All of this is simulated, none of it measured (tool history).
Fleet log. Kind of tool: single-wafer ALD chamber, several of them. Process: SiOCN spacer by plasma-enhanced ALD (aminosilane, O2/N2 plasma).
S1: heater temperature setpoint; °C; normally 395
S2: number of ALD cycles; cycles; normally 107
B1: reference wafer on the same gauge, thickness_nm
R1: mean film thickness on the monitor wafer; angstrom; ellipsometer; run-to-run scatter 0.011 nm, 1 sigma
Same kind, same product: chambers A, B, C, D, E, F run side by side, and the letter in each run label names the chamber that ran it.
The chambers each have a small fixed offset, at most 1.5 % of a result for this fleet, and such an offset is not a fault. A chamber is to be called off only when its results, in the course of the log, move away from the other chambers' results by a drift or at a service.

run	hour	S1	S2	B1	R1
1D	5.5	395	107	5.1715	65.031
# hour 9.3: chamber A: thermocouple changed; heater temperature recalibrated
2A	12.9	395	107	5.1733	64.077
3B	21.7	395	107	5.173	65.102
4E	31.8	395	107	5.1734	64.238
5C	42.6	388	100	5.1765	60.344
6F	49.3	388	100	5.1762	60.704
7A	57.7	388	100	5.1773	59.812
8D	63.9	388	100	5.1754	60.744
9E	75.4	388	100	5.1786	59.799
10C	84.1	388	100	5.1775	60.518
11B	92.8	395	107	5.1794	65.217
12F	102.4	404	125	5.1808	74.295
13E	107.8	404	125	5.1828	73.748
14A	116.9	404	125	5.1822	74.299
15C	126.6	404	125	5.1829	73.544
16B	131.6	404	125	5.1819	74.086
17D	139	404	125	5.183	74.152
18F	149.4	395	107	5.1857	64.993
19D	156.5	395	107	5.1851	64.995
20F	162.2	395	107	5.1855	64.967
21B	172.4	395	116	5.1897	70.638
22C	182.6	395	116	5.189	70.287
23A	191.9	395	116	5.1875	69.888
24E	199.6	395	116	5.1898	69.88
25C	205.8	395	116	5.1896	70.098
26A	213.1	395	116	5.191	69.856
27F	222.8	395	98	5.1919	59.902
# hour 228.8: chamber C: thermocouple changed; heater temperature recalibrated
28D	231.9	395	98	5.1928	59.743
29B	241.1	395	98	5.193	59.75
30E	247.2	395	98	5.1932	58.956
31B	255.1	395	98	5.195	59.787
32A	266.1	395	98	5.1969	58.999
33D	277.2	395	107	5.1989	65.212
34F	286.3	395	107	5.1981	65.545
35E	294.9	404	96	5.1997	56.94
36C	299.9	404	96	5.1995	57.235
37E	307.9	404	96	5.2002	56.967
38A	317.8	404	96	5.2029	57.266
39F	328.2	404	96	5.2014	57.473
40B	335.8	404	96	5.2018	57.136
41D	344.8	395	107	5.2017	65.164
42C	351.8	395	107	5.2033	65.074

The same settings go to every chamber for the next run, one line per chamber below. Forecast the results for each:
43A	360.1	395	107		?
43B	360.1	395	107		?
43C	360.1	395	107		?
43D	360.1	395	107		?
43E	360.1	395	107		?
43F	360.1	395	107		?

run	R1
43A	64.694
43B	65.286
43C	64.953
43D	65.173
43E	64.616
43F	65.483
